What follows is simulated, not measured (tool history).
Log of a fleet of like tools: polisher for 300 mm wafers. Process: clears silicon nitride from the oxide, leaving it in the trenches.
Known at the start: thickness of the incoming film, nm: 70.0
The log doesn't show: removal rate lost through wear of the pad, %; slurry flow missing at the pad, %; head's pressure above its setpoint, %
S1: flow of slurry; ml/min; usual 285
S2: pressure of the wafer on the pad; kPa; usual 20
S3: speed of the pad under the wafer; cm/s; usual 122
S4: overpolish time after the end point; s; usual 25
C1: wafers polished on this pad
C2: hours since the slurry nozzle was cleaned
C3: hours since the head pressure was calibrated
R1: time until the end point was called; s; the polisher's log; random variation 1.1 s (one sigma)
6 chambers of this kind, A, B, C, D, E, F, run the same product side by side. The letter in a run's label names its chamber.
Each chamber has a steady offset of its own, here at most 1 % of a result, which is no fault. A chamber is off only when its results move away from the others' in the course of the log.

run	hour	S1	S2	S3	S4	C1	C2	C3	R1
# hour 4.5: chamber A: worn pad replaced by a new one
# hour 12.4: chamber A: head pressure recalibrated
1D	12.6	285	20	122	25	712	439.4	200.5	74.409
# hour 12.7: chamber D: worn pad replaced by a new one
# hour 22.1: chamber C: worn pad replaced by a new one
2A	23.2	285	20	122	25	120	29.5	10.9	73.16
3B	32	285	20	122	25	1053	94.6	610.3	76.711
4E	39.8	285	20	122	25	305	96.2	952	77.486
# hour 48.2: chamber D: slurry nozzle cleaned
5F	54.9	285	20	122	25	447	70.9	598	73.75
# hour 58.3: chamber C: slurry nozzle cleaned
6C	61.5	285	20	122	25	253	3.2	485.5	73.036
7A	69.7	285	20	122	25	419	76	57.4	75.536
# hour 76.8: chamber B: worn pad replaced by a new one
8C	83.4	285	20	122	25	394	25.1	507.4	74.01
9E	96.3	285	20	122	25	669	152.7	1008.5	75.024
10D	105.5	285	20	122	25	597	57.3	293.4	74.349
# hour 108.1: chamber F: worn pad replaced by a new one
# hour 115.1: chamber D: worn pad replaced by a new one
11B	120	285	20	122	25	278	182.6	698.3	75.323
# hour 132.8: chamber C: worn pad replaced by a new one
# hour 133.5: chamber A: worn pad replaced by a new one
12F	134	285	20	122	25	166	150	677.1	73.749
13B	144.7	285	20	122	25	437	207.3	723	75.533
14D	155.9	285	20	122	25	262	107.7	343.8	74.606
15C	170	285	20	122	25	239	111.7	594	73.701
# hour 182.2: chamber E: head pressure recalibrated
16A	185.1	285	20	122	25	331	191.4	172.8	72.282
17E	195.9	285	20	122	25	1309	252.3	13.7	74.389
18F	208.3	285	20	122	25	644	224.3	751.4	73.938
19B	215.6	230	20	88	25	892	278.2	793.9	106.93
# hour 217.7: chamber D: worn pad replaced by a new one
20D	224.3	230	20	88	25	42	176.1	412.2	106.05
# hour 224.4: chamber E: worn pad replaced by a new one
# hour 228.9: chamber F: worn pad replaced by a new one
21A	237.2	230	20	88	25	666	243.5	224.9	107.94
# hour 244: chamber B: slurry nozzle cleaned
22C	247.9	230	20	88	25	739	189.6	671.9	106.13
# hour 248.1: chamber B: worn pad replaced by a new one
23E	254.8	230	20	88	25	195	311.2	72.6	108.71
# hour 262.1: chamber C: worn pad replaced by a new one
24F	267.6	230	20	88	25	249	283.6	810.7	105.88
# hour 268.6: chamber A: worn pad replaced by a new one
25C	274.5	285	20	122	25	80	216.2	698.5	74.051
26D	285.5	355	20	122	19	436	237.3	473.4	73.704
# hour 287.3: chamber F: slurry nozzle cleaned
27F	296	355	20	122	19	431	8.8	839.1	70.998
# hour 296.8: chamber C: head pressure recalibrated
# hour 304.7: chamber D: worn pad replaced by a new one
# hour 305.5: chamber D: head pressure recalibrated
28B	306.4	355	20	122	19	374	62.5	884.7	74.407
29E	316.9	355	20	122	19	594	373.3	134.7	73.995
30A	327.6	355	20	122	19	379	333.9	315.3	73.051
31C	334.6	355	20	122	19	466	276.3	37.9	74.252
32D	347.1	285	20	122	25	272	298.9	41.7	73.644
# hour 352.7: chamber F: worn pad replaced by a new one
33E	357.1	285	20	122	25	853	413.5	174.9	75.145
# hour 365.8: chamber C: worn pad replaced by a new one
34B	370.6	230	23.4	122	25	787	126.7	948.9	67.11
35A	381.3	230	23.4	122	25	724	387.6	369	64.295
36F	389.4	230	23.4	122	25	236	102.2	932.5	63.962
# hour 397.4: chamber D: worn pad replaced by a new one
37E	404.2	230	23.4	122	25	1156	460.6	222	67.182
38C	418.5	230	23.4	122	25	338	360.2	121.8	65.151
39F	427.8	230	23.4	122	25	482	140.6	970.9	63.748
40B	442.3	285	20	122	25	1248	198.4	1020.6	76.18
41D	450.6	285	20	122	25	342	402.4	145.2	75.72

Is one chamber off against the others, does the gauge drift, or is nothing wrong? If a chamber is off, say which, and what the likeliest cause is.

No chamber stands off beyond its own small offset, and the gauge holds steady.
